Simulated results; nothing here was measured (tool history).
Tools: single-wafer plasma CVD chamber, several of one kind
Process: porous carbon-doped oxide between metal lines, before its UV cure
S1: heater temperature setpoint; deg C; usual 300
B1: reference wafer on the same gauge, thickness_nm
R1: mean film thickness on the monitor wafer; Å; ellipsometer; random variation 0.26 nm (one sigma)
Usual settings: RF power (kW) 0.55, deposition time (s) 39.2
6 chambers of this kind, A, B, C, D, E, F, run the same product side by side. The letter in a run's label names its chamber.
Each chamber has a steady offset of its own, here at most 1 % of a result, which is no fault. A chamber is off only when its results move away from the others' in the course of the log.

Run 1B, hour 11.9: usual settings; B1 211.99. Result: R1 2249 Å.
Run 2A, hour 19.2: usual settings; B1 212.06. Result: R1 2240.3 Å.
At hour 26.3: chamber B: RF generator calibrated.
Run 3F, hour 29.7: usual settings; B1 212.09. Result: R1 2258.5 Å.
At hour 42: chamber D: thermocouple changed; heater temperature recalibrated.
Run 4E, hour 43.6: usual settings; B1 212.12. Result: R1 2242.9 Å.
Run 5D, hour 53.2: usual settings; B1 212.12. Result: R1 2256.8 Å.
Run 6C, hour 64.9: usual settings; B1 212.09. Result: R1 2243.6 Å.
Run 7B, hour 74.2: usual settings; B1 212.14. Result: R1 2254.2 Å.
Run 8E, hour 83.2: usual settings; B1 212.2. Result: R1 2242.2 Å.
Run 9A, hour 90.5: usual settings; B1 212.16. Result: R1 2242.5 Å.
Run 10C, hour 103.6: usual settings; B1 212.22. Result: R1 2248.9 Å.
Run 11D, hour 113: usual settings but RF power (kW) 0.6; B1 212.25. Result: R1 2389.3 Å.
Run 12F, hour 123.8: usual settings but RF power (kW) 0.6; B1 212.22. Result: R1 2394.2 Å.
Run 13A, hour 137: usual settings but RF power (kW) 0.6; B1 212.32. Result: R1 2373.3 Å.
Run 14D, hour 146.1: usual settings but RF power (kW) 0.6; B1 212.32. Result: R1 2387.2 Å.
Run 15B, hour 156.5: usual settings but RF power (kW) 0.6; B1 212.33. Result: R1 2382.6 Å.
Run 16E, hour 171.1: usual settings but RF power (kW) 0.6; B1 212.34. Result: R1 2381.4 Å.
Run 17F, hour 181.9: usual settings; B1 212.41. Result: R1 2256.3 Å.
Run 18C, hour 190.8: usual settings; B1 212.35. Result: R1 2252.5 Å.
Run 19A, hour 198.4: usual settings but RF power (kW) 0.51; B1 212.46. Result: R1 2138.4 Å.
Run 20D, hour 204.9: usual settings but RF power (kW) 0.51; B1 212.48. Result: R1 2150.7 Å.
At hour 208.7: chamber A: thermocouple changed; heater temperature recalibrated.
Run 21B, hour 215.6: usual settings but RF power (kW) 0.51; B1 212.42. Result: R1 2146.3 Å.
Run 22F, hour 223: usual settings but RF power (kW) 0.51; B1 212.51. Result: R1 2150.9 Å.
Run 23C, hour 230.2: usual settings but RF power (kW) 0.51; B1 212.5. Result: R1 2141.5 Å.
Run 24E, hour 239.4: usual settings but RF power (kW) 0.51; B1 212.52. Result: R1 2133.6 Å.
Run 25B, hour 251.7: usual settings; B1 212.53. Result: R1 2255.2 Å.
Run 26F, hour 263.3: usual settings but S1 287 deg C; B1 212.56. Result: R1 2448.2 Å.
Run 27D, hour 277.6: usual settings but S1 287 deg C; B1 212.53. Result: R1 2447.6 Å.
Run 28C, hour 289.5: usual settings but S1 287 deg C; B1 212.64. Result: R1 2433.7 Å.
Run 29A, hour 303.7: usual settings but S1 287 deg C; B1 212.67. Result: R1 2427.5 Å.
Run 30E, hour 314.8: usual settings but S1 287 deg C; B1 212.68. Result: R1 2429.7 Å.
Run 31F, hour 329: usual settings but S1 287 deg C; B1 212.72. Result: R1 2451.4 Å.
Run 32D, hour 340.7: usual settings; B1 212.75. Result: R1 2265.4 Å.
Run 33E, hour 350.7: usual settings; B1 212.8. Result: R1 2249.9 Å.
Run 34A, hour 360.9: usual settings; B1 212.78. Result: R1 2248.9 Å.
Run 35B, hour 369.6: usual settings but RF power (kW) 0.495; B1 212.8. Result: R1 2104.8 Å.
Run 36C, hour 382.5: usual settings but RF power (kW) 0.495; B1 212.75. Result: R1 2096.3 Å.
Run 37A, hour 397.2: usual settings but RF power (kW) 0.495; B1 212.83. Result: R1 2093.8 Å.
Run 38C, hour 410.9: usual settings but RF power (kW) 0.495; B1 212.89. Result: R1 2096.2 Å.
Run 39F, hour 420.8: usual settings but RF power (kW) 0.495; B1 212.87. Result: R1 2112.6 Å.
Run 40E, hour 430.7: usual settings but RF power (kW) 0.495; B1 212.88. Result: R1 2099.1 Å.
Run 41B, hour 439.6: usual settings; B1 212.98. Result: R1 2260.7 Å.
Run 42D, hour 447.6: usual settings; B1 212.97. Result: R1 2263.4 Å.
Run 43A, hour 455.7: usual settings; B1 212.95. Result: R1 2247.2 Å.

Is one chamber off against the others, does the gauge drift, or is nothing wrong? If a chamber is off, say which, and what the likeliest cause is.

The gauge drifts, so all chambers seem to drift together. No chamber is off.
Cause: gauge reads high (%) = 0.467.

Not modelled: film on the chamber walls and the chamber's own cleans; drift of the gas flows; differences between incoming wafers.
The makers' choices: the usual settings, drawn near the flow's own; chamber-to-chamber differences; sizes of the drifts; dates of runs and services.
